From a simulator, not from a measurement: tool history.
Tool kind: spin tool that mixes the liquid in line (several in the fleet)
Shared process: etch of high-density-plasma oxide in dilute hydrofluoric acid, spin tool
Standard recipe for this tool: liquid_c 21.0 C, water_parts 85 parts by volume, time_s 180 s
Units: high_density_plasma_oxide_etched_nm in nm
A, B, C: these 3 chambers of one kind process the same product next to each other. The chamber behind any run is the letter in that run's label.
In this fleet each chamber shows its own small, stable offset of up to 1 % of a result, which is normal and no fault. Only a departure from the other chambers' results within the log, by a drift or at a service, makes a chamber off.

run	hour	liquid_c	water_parts	time_s	read-back film thickness of the high-density-plasma oxide reference wafer, read on the same gauge (nm)	high_density_plasma_oxide_etched_nm
1A	10.2	21.0	85	180	120.00	11.1030
2B	23.3	21.0	85	180	120.00	11.2530
3C	29.6	21.0	85	180	120.01	11.1260
4C	38.6	21.0	85	180	119.94	11.0620
5A	47.4	21.0	85	180	120.00	11.2160
6B	58.0	21.0	85	180	119.94	11.3530
# hour 59.1: chamber A: thermometer replaced
7A	72.1	21.0	85	180	119.97	11.1990
8B	83.9	21.0	85	180	120.01	11.2670
9C	91.3	21.0	85	180	119.99	11.1440
10B	102.0	21.0	85	180	119.99	11.2750
11A	110.1	21.0	85	180	119.96	11.1230
12C	118.3	21.0	85	180	120.02	11.0890
13C	125.7	24.5	115	180	120.00	9.0389
14A	132.7	24.5	115	180	119.99	9.0408
15B	145.8	24.5	115	180	119.96	9.3298
16A	152.4	21.0	85	180	119.98	11.2280
17B	165.4	21.0	85	180	120.02	11.5420
18C	179.0	18.5	85	80	120.01	4.4872
19A	190.2	18.5	85	80	120.00	4.4572
20C	196.9	18.5	85	80	120.03	4.4810
21B	207.3	21.0	55	285	120.00	28.9140
22C	219.8	21.0	55	285	120.02	28.9780
23A	226.1	21.0	55	285	120.03	28.0750
24B	235.2	18.5	65	180	119.97	14.1380
25B	249.0	18.5	65	180	119.97	14.1490
26A	257.5	18.5	65	180	119.98	13.5470
27C	267.6	21.0	85	180	120.00	11.1620
28A	279.3	21.0	85	180	120.00	11.3470
29C	289.9	21.0	85	180	120.00	11.1550
30B	298.7	21.0	85	180	119.98	11.7380
31A	310.7	21.0	85	180	119.99	11.1900
32C	323.6	21.0	85	180	119.95	11.2730

Does one chamber stand apart from the rest, does the shared gauge drift, or is all well apart from small per-chamber offsets? Give the chamber and the most likely cause, where there is one.

Chamber B drifts away from the others.
Most likely cause: hydrofluoric acid flow above the setpoint (%) = 4.59.
From this log alone, it may not be told apart from: liquid hotter than its thermometer reads (K).

Which of the 4 candidates below, each the usual settings with something changed and its results left as question marks, puts chamber B back in line with what the other chambers give on the usual settings?
In line means no further than this from the other chambers' mean on the usual settings: high_density_plasma_oxide_etched_nm 0.3600 nm
33B-1	334.0	21.0	85	190		?
33B-2	334.0	19.5	85	180		?
33B-3	334.0	21.0	80	190		?
33B-4	334.0	21.0	90	170		?

The other chambers' mean on the usual settings: high_density_plasma_oxide_etched_nm 11.1660 nm
run	high_density_plasma_oxide_etched_nm
33B-1	12.3850
33B-2	11.0250
33B-3	13.2350
33B-4	10.4060
The right change is 33B-2: it brings the chamber back within the allowed miss of the others.
